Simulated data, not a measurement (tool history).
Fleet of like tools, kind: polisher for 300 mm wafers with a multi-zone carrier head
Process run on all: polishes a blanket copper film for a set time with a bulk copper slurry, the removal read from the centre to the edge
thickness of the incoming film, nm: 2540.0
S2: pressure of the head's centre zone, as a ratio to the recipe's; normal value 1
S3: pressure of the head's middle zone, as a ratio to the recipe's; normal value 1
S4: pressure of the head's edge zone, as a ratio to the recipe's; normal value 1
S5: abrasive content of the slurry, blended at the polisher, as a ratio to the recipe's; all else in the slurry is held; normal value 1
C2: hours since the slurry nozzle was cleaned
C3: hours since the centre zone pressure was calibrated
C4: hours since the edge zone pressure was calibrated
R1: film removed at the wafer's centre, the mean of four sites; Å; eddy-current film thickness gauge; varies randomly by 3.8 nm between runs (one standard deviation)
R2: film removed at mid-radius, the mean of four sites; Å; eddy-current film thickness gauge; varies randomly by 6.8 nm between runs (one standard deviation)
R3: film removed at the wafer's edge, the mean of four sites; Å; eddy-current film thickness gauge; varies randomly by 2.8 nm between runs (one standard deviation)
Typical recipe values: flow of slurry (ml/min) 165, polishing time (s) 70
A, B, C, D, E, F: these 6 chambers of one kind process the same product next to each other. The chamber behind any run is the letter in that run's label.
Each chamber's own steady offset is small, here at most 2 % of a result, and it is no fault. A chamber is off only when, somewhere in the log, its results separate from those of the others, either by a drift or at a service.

run 1E hour=2.9 | flow_of_slurry_(ml/min)=165 S2=1 S3=1 S4=1 S5=1 polishing_time_(s)=70 | wafers_polished_on_this_pad=223 C2=87.7 C3=634.6 C4=313 | R1=4461.8 R2=4521.1 R3=4499
-- hour=3.2 chamber B: worn pad replaced by a new one
-- hour=3.6 chamber F: slurry nozzle cleaned
run 2B hour=6.8 | flow_of_slurry_(ml/min)=165 S2=1 S3=1 S4=1 S5=1 polishing_time_(s)=70 | wafers_polished_on_this_pad=29 C2=358.1 C3=743.4 C4=1025.9 | R1=4494.6 R2=4765.2 R3=4491.2
run 3C hour=10.2 | flow_of_slurry_(ml/min)=165 S2=1 S3=1 S4=1 S5=1 polishing_time_(s)=70 | wafers_polished_on_this_pad=805 C2=295.5 C3=314.7 C4=111.6 | R1=4481.5 R2=4501.3 R3=4536
run 4A hour=15.7 | flow_of_slurry_(ml/min)=165 S2=1 S3=1 S4=1 S5=1 polishing_time_(s)=70 | wafers_polished_on_this_pad=598 C2=430 C3=278.8 C4=699.9 | R1=4503.6 R2=4689.7 R3=4576.3
run 5D hour=19.1 | flow_of_slurry_(ml/min)=165 S2=1 S3=1 S4=1 S5=1 polishing_time_(s)=70 | wafers_polished_on_this_pad=669 C2=224.7 C3=211 C4=295.1 | R1=4539.7 R2=4478.8 R3=4461.3
-- hour=22.9 chamber B: slurry nozzle cleaned
run 6F hour=24.3 | flow_of_slurry_(ml/min)=165 S2=1 S3=1 S4=1 S5=1 polishing_time_(s)=70 | wafers_polished_on_this_pad=654 C2=20.7 C3=794.1 C4=589.4 | R1=4569.9 R2=4618.8 R3=4513
run 7C hour=29.8 | flow_of_slurry_(ml/min)=165 S2=1 S3=1 S4=1 S5=1 polishing_time_(s)=70 | wafers_polished_on_this_pad=964 C2=315.1 C3=334.3 C4=131.2 | R1=4539.7 R2=4553.2 R3=4578.6
-- hour=30.6 chamber E: worn pad replaced by a new one
run 8E hour=35.1 | flow_of_slurry_(ml/min)=165 S2=1 S3=1 S4=1 S5=1 polishing_time_(s)=70 | wafers_polished_on_this_pad=37 C2=119.9 C3=666.8 C4=345.2 | R1=4481.8 R2=4491.5 R3=4470.8
run 9F hour=38.6 | flow_of_slurry_(ml/min)=165 S2=1 S3=1 S4=1 S5=1 polishing_time_(s)=70 | wafers_polished_on_this_pad=770 C2=35 C3=808.4 C4=603.7 | R1=4430 R2=4581.3 R3=4475
-- hour=38.7 chamber F: worn pad replaced by a new one
-- hour=39.2 chamber A: worn pad replaced by a new one
-- hour=43.9 chamber D: worn pad replaced by a new one
run 10B hour=44.2 | flow_of_slurry_(ml/min)=165 S2=1 S3=1 S4=1 S5=1 polishing_time_(s)=70 | wafers_polished_on_this_pad=332 C2=21.4 C3=780.8 C4=1063.3 | R1=4570.3 R2=4635.3 R3=4533.3
-- hour=47.4 chamber C: worn pad replaced by a new one
run 11A hour=48.9 | flow_of_slurry_(ml/min)=165 S2=1 S3=1 S4=1 S5=1 polishing_time_(s)=70 | wafers_polished_on_this_pad=78 C2=463.2 C3=312 C4=733.1 | R1=4521.7 R2=4496.8 R3=4566.6
run 12D hour=52.4 | flow_of_slurry_(ml/min)=165 S2=1 S3=1 S4=1 S5=1 polishing_time_(s)=70 | wafers_polished_on_this_pad=69 C2=258 C3=244.3 C4=328.4 | R1=4462.1 R2=4474.7 R3=4437.7
run 13E hour=55.6 | flow_of_slurry_(ml/min)=165 S2=1 S3=1 S4=1 S5=1 polishing_time_(s)=77 | wafers_polished_on_this_pad=203 C2=140.4 C3=687.3 C4=365.7 | R1=4904 R2=4992.1 R3=4954
run 14D hour=59 | flow_of_slurry_(ml/min)=165 S2=1 S3=1 S4=1 S5=1 polishing_time_(s)=77 | wafers_polished_on_this_pad=122 C2=264.6 C3=250.9 C4=335 | R1=4828 R2=4915.4 R3=4965.1
-- hour=62.5 chamber B: edge zone pressure recalibrated
run 15F hour=62.7 | flow_of_slurry_(ml/min)=165 S2=1 S3=1 S4=1 S5=1 polishing_time_(s)=77 | wafers_polished_on_this_pad=195 C2=59.1 C3=832.5 C4=627.8 | R1=4951 R2=4982.3 R3=4906.1
run 16A hour=68.2 | flow_of_slurry_(ml/min)=165 S2=1 S3=1 S4=1 S5=1 polishing_time_(s)=77 | wafers_polished_on_this_pad=235 C2=482.5 C3=331.3 C4=752.4 | R1=4993.5 R2=4955 R3=5054.3
run 17B hour=74.3 | flow_of_slurry_(ml/min)=165 S2=1 S3=1 S4=1 S5=1 polishing_time_(s)=77 | wafers_polished_on_this_pad=576 C2=51.5 C3=810.9 C4=11.9 | R1=5054.2 R2=4962 R3=4967.6
-- hour=77.9 chamber A: edge zone pressure recalibrated
run 18C hour=78.1 | flow_of_slurry_(ml/min)=165 S2=1 S3=1 S4=1 S5=1 polishing_time_(s)=77 | wafers_polished_on_this_pad=249 C2=363.4 C3=382.6 C4=179.5 | R1=4962.6 R2=4977.1 R3=4997.4
run 19F hour=81.1 | flow_of_slurry_(ml/min)=165 S2=1 S3=1 S4=1.08 S5=1 polishing_time_(s)=70 | wafers_polished_on_this_pad=344 C2=77.5 C3=850.9 C4=646.2 | R1=4493.3 R2=4527.2 R3=4665.7
run 20A hour=84.4 | flow_of_slurry_(ml/min)=165 S2=1 S3=1 S4=1.08 S5=1 polishing_time_(s)=70 | wafers_polished_on_this_pad=366 C2=498.7 C3=347.5 C4=6.5 | R1=4430.9 R2=4540.4 R3=4735.4
-- hour=87.1 chamber B: worn pad replaced by a new one
run 21C hour=87.4 | flow_of_slurry_(ml/min)=165 S2=1 S3=1 S4=1.08 S5=1 polishing_time_(s)=70 | wafers_polished_on_this_pad=324 C2=372.7 C3=391.9 C4=188.8 | R1=4492.2 R2=4623.5 R3=4701.7
-- hour=88.3 chamber E: edge zone pressure recalibrated
run 22D hour=93.1 | flow_of_slurry_(ml/min)=165 S2=1 S3=1 S4=1.08 S5=1 polishing_time_(s)=70 | wafers_polished_on_this_pad=398 C2=298.7 C3=285 C4=369.1 | R1=4341.3 R2=4406 R3=4551.4
-- hour=93.7 chamber E: worn pad replaced by a new one
run 23B hour=98.6 | flow_of_slurry_(ml/min)=165 S2=1 S3=1 S4=1.08 S5=1 polishing_time_(s)=70 | wafers_polished_on_this_pad=93 C2=75.8 C3=835.2 C4=36.2 | R1=4508.8 R2=4670.2 R3=4780.7
-- hour=99.4 chamber A: slurry nozzle cleaned
run 24E hour=102.5 | flow_of_slurry_(ml/min)=165 S2=1 S3=1 S4=1.08 S5=1 polishing_time_(s)=70 | wafers_polished_on_this_pad=71 C2=187.3 C3=734.2 C4=14.2 | R1=4454.9 R2=4413.6 R3=4686.3
run 25B hour=106.4 | flow_of_slurry_(ml/min)=165 S2=1 S3=1 S4=1 S5=1 polishing_time_(s)=70 | wafers_polished_on_this_pad=156 C2=83.6 C3=843 C4=44 | R1=4606.1 R2=4618.9 R3=4483.8
run 26F hour=111.7 | flow_of_slurry_(ml/min)=165 S2=1 S3=1 S4=1 S5=1 polishing_time_(s)=70 | wafers_polished_on_this_pad=592 C2=108.1 C3=881.5 C4=676.8 | R1=4483.2 R2=4493.3 R3=4513.1
run 27E hour=116.7 | flow_of_slurry_(ml/min)=165 S2=1 S3=1 S4=1 S5=1 polishing_time_(s)=70 | wafers_polished_on_this_pad=186 C2=201.5 C3=748.4 C4=28.4 | R1=4461.7 R2=4472.1 R3=4468.4
run 28A hour=120.4 | flow_of_slurry_(ml/min)=165 S2=1 S3=1 S4=1 S5=1 polishing_time_(s)=70 | wafers_polished_on_this_pad=658 C2=21 C3=383.5 C4=42.5 | R1=4532.4 R2=4498.3 R3=4511.6
run 29C hour=125.9 | flow_of_slurry_(ml/min)=165 S2=1 S3=1 S4=1 S5=1 polishing_time_(s)=70 | wafers_polished_on_this_pad=636 C2=411.2 C3=430.4 C4=227.3 | R1=4586.2 R2=4699.9 R3=4488.9
run 30D hour=131 | flow_of_slurry_(ml/min)=165 S2=1 S3=1 S4=1 S5=1 polishing_time_(s)=70 | wafers_polished_on_this_pad=705 C2=336.6 C3=322.9 C4=407 | R1=4266.7 R2=4272.3 R3=4275.9
run 31A hour=136.4 | flow_of_slurry_(ml/min)=165 S2=1 S3=1 S4=1 S5=1 polishing_time_(s)=70 | wafers_polished_on_this_pad=787 C2=37 C3=399.5 C4=58.5 | R1=4518.1 R2=4395.9 R3=4601.6
run 32D hour=139.8 | flow_of_slurry_(ml/min)=165 S2=1 S3=1 S4=1 S5=1 polishing_time_(s)=70 | wafers_polished_on_this_pad=777 C2=345.4 C3=331.7 C4=415.8 | R1=4169.5 R2=4128.6 R3=4264.1
-- hour=143.6 chamber F: worn pad replaced by a new one
run 33B hour=144.6 | flow_of_slurry_(ml/min)=165 S2=1 S3=1 S4=1 S5=1 polishing_time_(s)=70 | wafers_polished_on_this_pad=465 C2=121.8 C3=881.2 C4=82.2 | R1=4552.2 R2=4658.9 R3=4571.7
run 34F hour=148.2 | flow_of_slurry_(ml/min)=165 S2=1 S3=1 S4=1 S5=1 polishing_time_(s)=70 | wafers_polished_on_this_pad=37 C2=144.6 C3=918 C4=713.3 | R1=4443.5 R2=4600.7 R3=4509.3
run 35C hour=151.6 | flow_of_slurry_(ml/min)=165 S2=1.08 S3=1 S4=1 S5=0.8 polishing_time_(s)=70 | wafers_polished_on_this_pad=844 C2=436.9 C3=456.1 C4=253 | R1=4595.2 R2=4403.4 R3=4381
run 36E hour=155.1 | flow_of_slurry_(ml/min)=165 S2=1.08 S3=1 S4=1 S5=0.8 polishing_time_(s)=70 | wafers_polished_on_this_pad=497 C2=239.9 C3=786.8 C4=66.8 | R1=4570.4 R2=4291.4 R3=4273.1
run 37D hour=158.2 | flow_of_slurry_(ml/min)=165 S2=1.08 S3=1 S4=1 S5=0.8 polishing_time_(s)=70 | wafers_polished_on_this_pad=926 C2=363.8 C3=350.1 C4=434.2 | R1=4223.8 R2=4010.6 R3=4066
run 38F hour=164.6 | flow_of_slurry_(ml/min)=165 S2=1.08 S3=1 S4=1 S5=0.8 polishing_time_(s)=70 | wafers_polished_on_this_pad=170 C2=161 C3=934.4 C4=729.7 | R1=4633.4 R2=4431.3 R3=4246.3

All chambers now run identical settings, listed one chamber a line with results as question marks. What results will each chamber show?
run 39A hour=169.3 | flow_of_slurry_(ml/min)=165 S2=1 S3=1 S4=1 S5=1 polishing_time_(s)=70 | R1=? R2=? R3=?
run 39B hour=169.3 | flow_of_slurry_(ml/min)=165 S2=1 S3=1 S4=1 S5=1 polishing_time_(s)=70 | R1=? R2=? R3=?
run 39C hour=169.3 | flow_of_slurry_(ml/min)=165 S2=1 S3=1 S4=1 S5=1 polishing_time_(s)=70 | R1=? R2=? R3=?
run 39D hour=169.3 | flow_of_slurry_(ml/min)=165 S2=1 S3=1 S4=1 S5=1 polishing_time_(s)=70 | R1=? R2=? R3=?
run 39E hour=169.3 | flow_of_slurry_(ml/min)=165 S2=1 S3=1 S4=1 S5=1 polishing_time_(s)=70 | R1=? R2=? R3=?
run 39F hour=169.3 | flow_of_slurry_(ml/min)=165 S2=1 S3=1 S4=1 S5=1 polishing_time_(s)=70 | R1=? R2=? R3=?

run=39A R1=4558.8 R2=4494.9 R3=4592.6
run=39B R1=4554.9 R2=4564.8 R3=4497.6
run=39C R1=4499.7 R2=4461.7 R3=4562.8
run=39D R1=4050.6 R2=4150.9 R3=4158.1
run=39E R1=4424.2 R2=4651.7 R3=4466.4
run=39F R1=4500.9 R2=4492 R3=4501.2

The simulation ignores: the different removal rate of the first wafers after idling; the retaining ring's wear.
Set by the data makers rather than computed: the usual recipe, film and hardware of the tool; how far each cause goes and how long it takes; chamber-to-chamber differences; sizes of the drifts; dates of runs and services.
